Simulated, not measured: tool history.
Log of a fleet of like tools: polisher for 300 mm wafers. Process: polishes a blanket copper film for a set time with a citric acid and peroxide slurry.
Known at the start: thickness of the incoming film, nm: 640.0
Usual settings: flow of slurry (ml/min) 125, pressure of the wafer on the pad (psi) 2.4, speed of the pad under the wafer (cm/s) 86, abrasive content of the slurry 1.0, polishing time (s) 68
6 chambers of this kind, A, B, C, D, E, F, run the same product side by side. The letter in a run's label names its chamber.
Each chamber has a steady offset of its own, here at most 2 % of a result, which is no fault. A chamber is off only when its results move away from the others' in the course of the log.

run,day,flow of slurry (ml/min),pressure of the wafer on the pad (psi),speed of the pad under the wafer (cm/s),abrasive content of the slurry,polishing time (s),film removed (nm)
1A,0.583,125,2.4,86,1.0,68,98.770
2E,1.038,125,2.4,86,1.0,68,97.805
# day 1.162: chamber E: slurry nozzle cleaned
3B,1.308,125,2.4,86,1.0,68,97.456
# day 1.500: chamber A: slurry blender recalibrated
4D,1.633,125,2.4,86,1.0,68,98.376
5F,2.067,125,2.4,86,1.0,68,96.726
# day 2.304: chamber C: worn pad replaced by a new one
# day 2.400: chamber B: worn pad replaced by a new one
# day 2.429: chamber F: worn pad replaced by a new one
6C,2.617,125,2.4,86,1.0,68,97.609
# day 2.712: chamber A: worn pad replaced by a new one
7E,2.908,125,2.4,86,1.0,68,97.867
# day 2.988: chamber E: worn pad replaced by a new one
8F,3.412,125,2.4,86,1.0,68,96.620
9A,3.879,125,2.4,86,1.0,68,99.175
10C,4.450,125,2.4,86,1.0,68,96.792
# day 4.592: chamber F: slurry blender recalibrated
# day 4.867: chamber B: slurry nozzle cleaned
11B,4.988,125,2.4,86,1.0,55,80.156
# day 5.008: chamber D: slurry blender recalibrated
# day 5.262: chamber C: slurry nozzle cleaned
12D,5.358,125,2.4,86,1.0,55,78.243
# day 5.521: chamber D: worn pad replaced by a new one
13D,5.775,125,2.4,86,1.0,55,79.381
# day 5.892: chamber F: worn pad replaced by a new one
# day 6.038: chamber C: worn pad replaced by a new one
# day 6.046: chamber E: slurry blender recalibrated
# day 6.171: chamber E: head pressure recalibrated
14F,6.379,125,2.4,86,1.0,55,78.368
15E,6.929,125,2.4,86,1.0,55,78.782
# day 7.242: chamber E: worn pad replaced by a new one
16B,7.350,125,2.4,86,1.0,55,79.657
# day 7.362: chamber B: worn pad replaced by a new one
# day 7.521: chamber A: worn pad replaced by a new one
17C,7.783,125,2.4,86,1.0,68,95.924
# day 8.146: chamber D: slurry nozzle cleaned
18A,8.325,125,2.4,86,1.0,68,99.682
19B,8.612,125,2.4,86,1.0,68,99.339
20D,9.179,125,2.4,86,1.0,68,97.668
21A,9.467,125,2.4,86,1.0,68,99.044
# day 9.471: chamber F: worn pad replaced by a new one
# day 9.825: chamber C: worn pad replaced by a new one
22C,9.971,155,2.4,86,1.0,52,78.309
23E,10.262,155,2.4,86,1.0,52,79.418
24F,10.733,155,2.4,86,1.0,52,77.552
# day 10.833: chamber A: slurry nozzle cleaned
25D,11.038,155,2.4,86,1.0,52,77.969
# day 11.175: chamber E: worn pad replaced by a new one
26C,11.508,155,2.4,86,1.0,52,78.320
27B,11.871,155,2.4,86,1.0,52,79.116
# day 11.938: chamber B: worn pad replaced by a new one
# day 11.979: chamber B: slurry blender recalibrated
# day 12.100: chamber A: slurry blender recalibrated
# day 12.154: chamber A: worn pad replaced by a new one
28F,12.408,125,2.4,86,1.0,68,96.139
29E,12.783,110,2.4,86,1.0,84,116.140
# day 12.875: chamber D: worn pad replaced by a new one
# day 12.908: chamber C: worn pad replaced by a new one
# day 13.321: chamber F: worn pad replaced by a new one
30A,13.371,110,2.4,86,1.0,84,119.340
31F,13.742,110,2.4,86,1.0,84,114.810
32D,14.375,110,2.4,86,1.0,84,117.220
# day 14.492: chamber E: slurry blender recalibrated
# day 14.762: chamber E: worn pad replaced by a new one
33A,15.008,110,2.4,86,1.0,84,117.880
34E,15.542,110,2.4,86,1.0,84,118.360
# day 15.962: chamber B: slurry nozzle cleaned
35C,16.004,125,2.4,86,1.0,68,99.040
# day 16.025: chamber B: worn pad replaced by a new one
36B,16.354,125,2.4,86,1.0,68,98.699
# day 16.467: chamber C: slurry blender recalibrated
37D,16.667,125,2.4,86,1.0,68,97.595
# day 16.754: chamber C: worn pad replaced by a new one
38C,17.262,125,2.4,86,1.0,68,99.508

Is one chamber off against the others, does the gauge drift, or is nothing wrong? If a chamber is off, say which, and what the likeliest cause is.

No chamber stands off beyond its own small offset, and the gauge holds steady.
